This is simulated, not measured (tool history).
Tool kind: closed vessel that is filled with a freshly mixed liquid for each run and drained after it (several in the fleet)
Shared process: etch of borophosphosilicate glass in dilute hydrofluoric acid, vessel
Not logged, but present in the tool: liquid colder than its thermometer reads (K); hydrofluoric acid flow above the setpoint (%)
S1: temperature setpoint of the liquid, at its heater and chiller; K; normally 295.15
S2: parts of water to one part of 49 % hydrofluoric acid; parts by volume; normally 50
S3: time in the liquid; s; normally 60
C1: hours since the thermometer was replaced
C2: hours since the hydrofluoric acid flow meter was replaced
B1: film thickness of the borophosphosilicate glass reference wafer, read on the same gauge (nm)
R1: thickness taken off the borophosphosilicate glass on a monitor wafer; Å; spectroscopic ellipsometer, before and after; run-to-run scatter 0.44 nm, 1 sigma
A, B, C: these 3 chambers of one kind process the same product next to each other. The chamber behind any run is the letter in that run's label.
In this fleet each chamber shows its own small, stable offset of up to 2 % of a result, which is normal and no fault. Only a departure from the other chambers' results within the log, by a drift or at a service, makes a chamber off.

run   hour      S1  S2  S3      C1     C2      B1      R1
 1B    3.1  295.15  50  60   157.8  518.9     130  453.12
 2A    5.5  295.15  50  60  1283.8  851.7  130.01  462.98
 3C    8.4  295.15  50  60   232.6  386.5  129.98  458.35
 4B   12.7  295.15  50  60   167.4  528.5     130  443.97
 5C   17.7  295.15  50  60   241.9  395.8  129.98  454.88
 6A   20.2  296.65  30  60  1298.5  866.4  129.99  831.15
 7B   23.9  296.65  30  60   178.6  539.7  129.98  835.57
 8C   28.5  296.65  30  60   252.7  406.6  129.99  838.19
 9A   33.2  292.15  50  60  1311.5  879.4  130.01  400.77
10C   36.5  292.15  50  60   260.7  414.6  129.98  404.19
11A     41  292.15  50  60  1319.3  887.2     130  401.54
12B   45.2  295.15  50  60   199.9    561  130.01  454.18
13B     50  295.15  50  60   204.7  565.8  129.99  457.55
14A   54.8  295.15  50  60  1333.1    901  130.01   453.7
      59.3  -- chamber A: thermometer replaced
15C   59.5  295.15  50  60   283.7  437.6  130.03  468.89
16A   63.4  295.15  50  60     4.2  909.6     130  468.07
17C   67.2  295.15  50  60   291.4  445.3     130  480.88
18B   69.5  295.15  50  60   224.2  585.3  129.99  457.52
19B   74.6  291.65  50  80   229.3  590.4     130  530.64
20A   78.8  291.65  50  80    19.6    925  129.98  534.48
21C   81.5  291.65  50  80   305.7  459.6  129.98  565.86
22A   85.5  295.15  50  60    26.3  931.7  129.98  462.99
23B   88.8  295.15  50  60   243.5  604.6  130.01   452.4
24C   93.9  293.65  50  60   318.1    472  129.98  467.54
25C   98.8  293.65  50  60     323  476.9  130.02  472.68
26B  101.8  293.65  50  60   256.5  617.6  130.03  418.98
27A  105.8  295.15  50  60    46.6    952  130.01  469.23
28C  110.1  295.15  50  60   334.3  488.2     130  512.85

What goes on in this fleet: one chamber off, a drifting gauge, or nothing beyond the chambers' own small offsets? Name the chamber and the cause, if any.

It is chamber C that slowly wanders off from its peers.
Most likely cause: hydrofluoric acid flow above the setpoint (%) = 11.4.
It could be hard to tell apart here from: liquid hotter than its thermometer reads (K).

Chamber C could run next with any of the 4 candidate recipes listed below; each alters the usual settings, and their results appear as question marks. Which one brings its results back in line with what the other chambers deliver on the usual settings?
To be in line, a result may differ from the other chambers' mean on the usual settings by at most: R1 16 Å
29C-1  113.9  294.65  50  55               ?
29C-2  113.9  294.65  55  55               ?
29C-3  113.9  295.15  45  60               ?
29C-4  113.9  295.65  45  65               ?

Other chambers, usual settings, mean: R1 458.58 Å
  run      R1
29C-1  461.61
29C-2  416.67
29C-3  575.36
29C-4  636.55
With 29C-1, the chamber falls back in line with the rest.

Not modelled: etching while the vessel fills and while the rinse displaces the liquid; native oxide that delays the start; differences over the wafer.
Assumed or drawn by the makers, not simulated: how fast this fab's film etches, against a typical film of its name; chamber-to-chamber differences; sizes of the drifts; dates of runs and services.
